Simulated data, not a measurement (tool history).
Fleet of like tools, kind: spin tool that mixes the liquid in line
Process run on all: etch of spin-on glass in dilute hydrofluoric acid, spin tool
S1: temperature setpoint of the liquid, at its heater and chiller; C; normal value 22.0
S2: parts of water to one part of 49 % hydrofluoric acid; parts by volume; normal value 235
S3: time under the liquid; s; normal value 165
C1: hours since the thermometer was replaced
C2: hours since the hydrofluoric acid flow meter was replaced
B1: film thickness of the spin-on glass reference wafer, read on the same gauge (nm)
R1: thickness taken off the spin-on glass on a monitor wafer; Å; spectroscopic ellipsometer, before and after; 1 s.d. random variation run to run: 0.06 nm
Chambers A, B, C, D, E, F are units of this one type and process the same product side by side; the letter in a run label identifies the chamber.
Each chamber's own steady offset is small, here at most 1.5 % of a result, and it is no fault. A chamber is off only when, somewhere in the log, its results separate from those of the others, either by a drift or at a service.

run,hour,S1,S2,S3,C1,C2,B1,R1
1F,3.8,22.0,235,165,754.2,1266.5,80.010,159.31
2A,7.1,22.0,235,165,1810.9,202.4,80.003,158.51
3D,10.7,22.0,235,165,1354.9,793.2,79.988,155.41
4C,15.4,22.0,235,165,658.9,936.1,80.000,158.63
# hour 19.8: chamber B: hydrofluoric acid flow meter replaced
5B,20.8,27.0,320,165,574.2,1.0,80.005,127.56
6E,25.3,27.0,320,165,2218.7,710.6,80.004,125.35
7F,31.0,27.0,320,165,781.4,1293.7,80.003,127.19
8D,34.6,27.0,320,165,1378.8,817.1,80.019,124.17
9E,41.1,27.0,320,165,2234.5,726.4,79.981,124.74
10B,45.3,27.0,320,165,598.7,25.5,80.002,127.67
11A,50.5,19.0,140,165,1854.3,245.8,80.001,260.29
12C,56.3,19.0,140,165,699.8,977.0,79.980,262.91
13D,60.8,19.0,140,165,1405.0,843.3,80.003,256.98
# hour 62.6: chamber F: hydrofluoric acid flow meter replaced
14F,67.5,19.0,140,165,817.9,5.0,80.007,264.97
15B,72.0,19.0,140,165,625.4,52.2,80.020,257.56
16E,76.1,19.0,140,165,2269.5,761.4,79.991,259.48
# hour 80.0: chamber C: hydrofluoric acid flow meter replaced
17C,81.9,22.0,235,165,725.4,2.0,80.006,156.99
18A,87.9,22.0,235,165,1891.7,283.2,80.002,158.03
19A,93.7,22.0,235,165,1897.5,289.0,79.994,157.84
20E,98.7,27.0,235,165,2292.1,784.0,79.971,188.12
21D,104.5,27.0,235,165,1448.7,887.0,79.985,186.44
22C,110.6,27.0,235,165,754.1,30.7,80.001,188.87
23B,116.9,27.0,235,165,670.3,97.1,80.000,189.86
24F,122.6,27.0,235,165,873.0,60.1,80.029,190.33
25B,128.0,27.0,235,165,681.4,108.2,79.989,190.42
26E,133.8,22.0,235,165,2327.2,819.1,79.983,156.71
27D,140.9,22.0,235,165,1485.1,923.4,79.992,154.59
# hour 141.6: chamber C: thermometer replaced
28F,146.6,22.0,235,165,897.0,84.1,79.978,158.94
29A,150.7,22.0,235,165,1954.5,346.0,80.022,157.69
30C,157.4,22.0,235,165,15.8,77.5,79.960,156.96
31E,160.7,22.0,235,165,2354.1,846.0,80.011,157.45
32B,164.5,22.0,235,165,717.9,144.7,80.023,158.31
33C,170.4,26.5,185,165,28.8,90.5,80.004,249.49
34A,175.4,26.5,185,165,1979.2,370.7,80.007,249.39
35F,179.8,26.5,185,165,930.2,117.3,80.002,250.02
36D,186.6,26.5,185,165,1530.8,969.1,79.979,246.65

Does one chamber stand apart from the rest, does the shared gauge drift, or is all well apart from small per-chamber offsets? Give the chamber and the most likely cause, where there is one.

No chamber is off and the gauge is stable; the differences are just each chamber's small, constant offset.
